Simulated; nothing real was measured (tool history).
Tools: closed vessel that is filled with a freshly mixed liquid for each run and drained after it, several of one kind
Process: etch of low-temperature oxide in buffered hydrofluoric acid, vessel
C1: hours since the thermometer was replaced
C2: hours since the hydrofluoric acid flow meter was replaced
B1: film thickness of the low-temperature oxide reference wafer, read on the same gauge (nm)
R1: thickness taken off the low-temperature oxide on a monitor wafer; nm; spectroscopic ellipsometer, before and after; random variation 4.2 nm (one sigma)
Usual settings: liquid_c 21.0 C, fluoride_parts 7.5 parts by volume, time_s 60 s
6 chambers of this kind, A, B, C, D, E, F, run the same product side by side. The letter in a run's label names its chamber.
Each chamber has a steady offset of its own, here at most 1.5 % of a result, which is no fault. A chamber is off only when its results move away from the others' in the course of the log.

run 1F hour=9.9 | liquid_c=21.0 fluoride_parts=7.5 time_s=60 | C1=2190.4 C2=358.8 | B1=50.003 | R1=433.12
run 2A hour=14.5 | liquid_c=21.0 fluoride_parts=7.5 time_s=60 | C1=202.8 C2=1354.6 | B1=50.015 | R1=436.23
run 3E hour=20.9 | liquid_c=21.0 fluoride_parts=7.5 time_s=60 | C1=380.4 C2=1479.7 | B1=50.000 | R1=438.67
run 4D hour=25.2 | liquid_c=21.0 fluoride_parts=7.5 time_s=60 | C1=449.7 C2=733.1 | B1=50.023 | R1=447.62
run 5C hour=35.0 | liquid_c=21.0 fluoride_parts=7.5 time_s=60 | C1=2290.8 C2=1378.4 | B1=49.970 | R1=440.94
run 6B hour=40.5 | liquid_c=21.0 fluoride_parts=7.5 time_s=60 | C1=564.1 C2=171.4 | B1=49.970 | R1=447.37
run 7F hour=50.5 | liquid_c=21.0 fluoride_parts=7.5 time_s=60 | C1=2231.0 C2=399.4 | B1=50.028 | R1=439.93
run 8C hour=57.6 | liquid_c=21.0 fluoride_parts=7.5 time_s=60 | C1=2313.4 C2=1401.0 | B1=49.979 | R1=442.59
run 9D hour=67.2 | liquid_c=21.0 fluoride_parts=7.5 time_s=60 | C1=491.7 C2=775.1 | B1=50.010 | R1=444.30
run 10E hour=74.3 | liquid_c=21.0 fluoride_parts=5.5 time_s=60 | C1=433.8 C2=1533.1 | B1=50.022 | R1=574.95
run 11A hour=78.7 | liquid_c=21.0 fluoride_parts=5.5 time_s=60 | C1=267.0 C2=1418.8 | B1=49.995 | R1=575.00
run 12B hour=87.5 | liquid_c=21.0 fluoride_parts=5.5 time_s=60 | C1=611.1 C2=218.4 | B1=49.996 | R1=589.25
-- hour=91.3 chamber D: hydrofluoric acid flow meter replaced
run 13E hour=92.0 | liquid_c=21.0 fluoride_parts=5.5 time_s=60 | C1=451.5 C2=1550.8 | B1=50.013 | R1=581.29
run 14A hour=101.5 | liquid_c=21.0 fluoride_parts=5.5 time_s=60 | C1=289.8 C2=1441.6 | B1=50.006 | R1=587.49
run 15F hour=108.4 | liquid_c=21.0 fluoride_parts=5.5 time_s=60 | C1=2288.9 C2=457.3 | B1=49.997 | R1=574.00
run 16D hour=113.5 | liquid_c=21.0 fluoride_parts=7.5 time_s=60 | C1=538.0 C2=22.2 | B1=49.986 | R1=440.54
run 17C hour=119.0 | liquid_c=21.0 fluoride_parts=7.5 time_s=60 | C1=2374.8 C2=1462.4 | B1=49.995 | R1=436.29
run 18B hour=125.8 | liquid_c=21.0 fluoride_parts=7.5 time_s=60 | C1=649.4 C2=256.7 | B1=50.002 | R1=433.88
run 19E hour=130.1 | liquid_c=21.0 fluoride_parts=7.5 time_s=60 | C1=489.6 C2=1588.9 | B1=49.978 | R1=439.42
run 20C hour=137.5 | liquid_c=21.0 fluoride_parts=7.5 time_s=60 | C1=2393.3 C2=1480.9 | B1=50.011 | R1=440.69
run 21B hour=145.8 | liquid_c=21.0 fluoride_parts=10.5 time_s=60 | C1=669.4 C2=276.7 | B1=50.016 | R1=318.64
-- hour=151.2 chamber C: hydrofluoric acid flow meter replaced
run 22F hour=154.4 | liquid_c=21.0 fluoride_parts=10.5 time_s=60 | C1=2334.9 C2=503.3 | B1=50.007 | R1=314.17
run 23D hour=162.4 | liquid_c=21.0 fluoride_parts=10.5 time_s=60 | C1=586.9 C2=71.1 | B1=50.008 | R1=324.14
-- hour=163.5 chamber E: hydrofluoric acid flow meter replaced
run 24A hour=168.8 | liquid_c=21.0 fluoride_parts=10.5 time_s=60 | C1=357.1 C2=1508.9 | B1=49.963 | R1=314.19
run 25B hour=174.8 | liquid_c=21.0 fluoride_parts=10.5 time_s=60 | C1=698.4 C2=305.7 | B1=50.000 | R1=310.54
run 26A hour=179.4 | liquid_c=21.0 fluoride_parts=10.5 time_s=60 | C1=367.7 C2=1519.5 | B1=50.010 | R1=321.11
run 27C hour=188.3 | liquid_c=21.0 fluoride_parts=7.5 time_s=60 | C1=2444.1 C2=37.1 | B1=49.971 | R1=438.03
run 28F hour=195.0 | liquid_c=21.0 fluoride_parts=7.5 time_s=60 | C1=2375.5 C2=543.9 | B1=50.012 | R1=433.79
run 29D hour=200.5 | liquid_c=21.0 fluoride_parts=7.5 time_s=60 | C1=625.0 C2=109.2 | B1=49.988 | R1=445.50
run 30E hour=209.4 | liquid_c=21.0 fluoride_parts=7.5 time_s=60 | C1=568.9 C2=46.0 | B1=49.993 | R1=433.49
run 31D hour=218.5 | liquid_c=21.0 fluoride_parts=7.5 time_s=60 | C1=643.0 C2=127.2 | B1=50.008 | R1=440.27
run 32B hour=227.6 | liquid_c=18.5 fluoride_parts=10.5 time_s=60 | C1=751.2 C2=358.5 | B1=49.976 | R1=266.49
run 33E hour=235.1 | liquid_c=18.5 fluoride_parts=10.5 time_s=60 | C1=594.6 C2=71.7 | B1=49.986 | R1=280.52
run 34A hour=243.5 | liquid_c=18.5 fluoride_parts=10.5 time_s=60 | C1=431.8 C2=1583.6 | B1=50.001 | R1=277.85
run 35F hour=248.9 | liquid_c=18.5 fluoride_parts=10.5 time_s=60 | C1=2429.4 C2=597.8 | B1=50.007 | R1=274.93
run 36C hour=256.7 | liquid_c=18.5 fluoride_parts=10.5 time_s=60 | C1=2512.5 C2=105.5 | B1=50.003 | R1=274.05
run 37D hour=263.7 | liquid_c=18.5 fluoride_parts=10.5 time_s=60 | C1=688.2 C2=172.4 | B1=50.012 | R1=285.41
run 38E hour=272.3 | liquid_c=21.0 fluoride_parts=7.5 time_s=60 | C1=631.8 C2=108.9 | B1=50.037 | R1=433.09
run 39B hour=277.1 | liquid_c=21.0 fluoride_parts=7.5 time_s=60 | C1=800.7 C2=408.0 | B1=50.002 | R1=404.25

What goes on in this fleet: one chamber off, a drifting gauge, or nothing beyond the chambers' own small offsets? Name the chamber and the cause, if any.

Chamber B drifts away from the others.
Cause: liquid colder than its thermometer reads (K) = 1.7.
The log may not tell that from: hydrofluoric acid flow below the setpoint (%).

Here are 4 candidates for chamber B's next run, each the usual settings with a change, their results left as question marks. Which one brings its results back in line with what the others give on the usual settings?
In line means no further than this from the other chambers' mean on the usual settings: R1 15.00 nm
run 40B-1 hour=284.2 | liquid_c=21.0 fluoride_parts=7.5 time_s=65 | R1=?
run 40B-2 hour=284.2 | liquid_c=21.5 fluoride_parts=7.0 time_s=65 | R1=?
run 40B-3 hour=284.2 | liquid_c=20.5 fluoride_parts=8.0 time_s=60 | R1=?
run 40B-4 hour=284.2 | liquid_c=18.0 fluoride_parts=7.5 time_s=60 | R1=?

The other chambers' mean on the usual settings: R1 437.48 nm
run=40B-1 R1=436.09
run=40B-2 R1=482.86
run=40B-3 R1=365.10
run=40B-4 R1=338.73
40B-1 brings the chamber back in line.
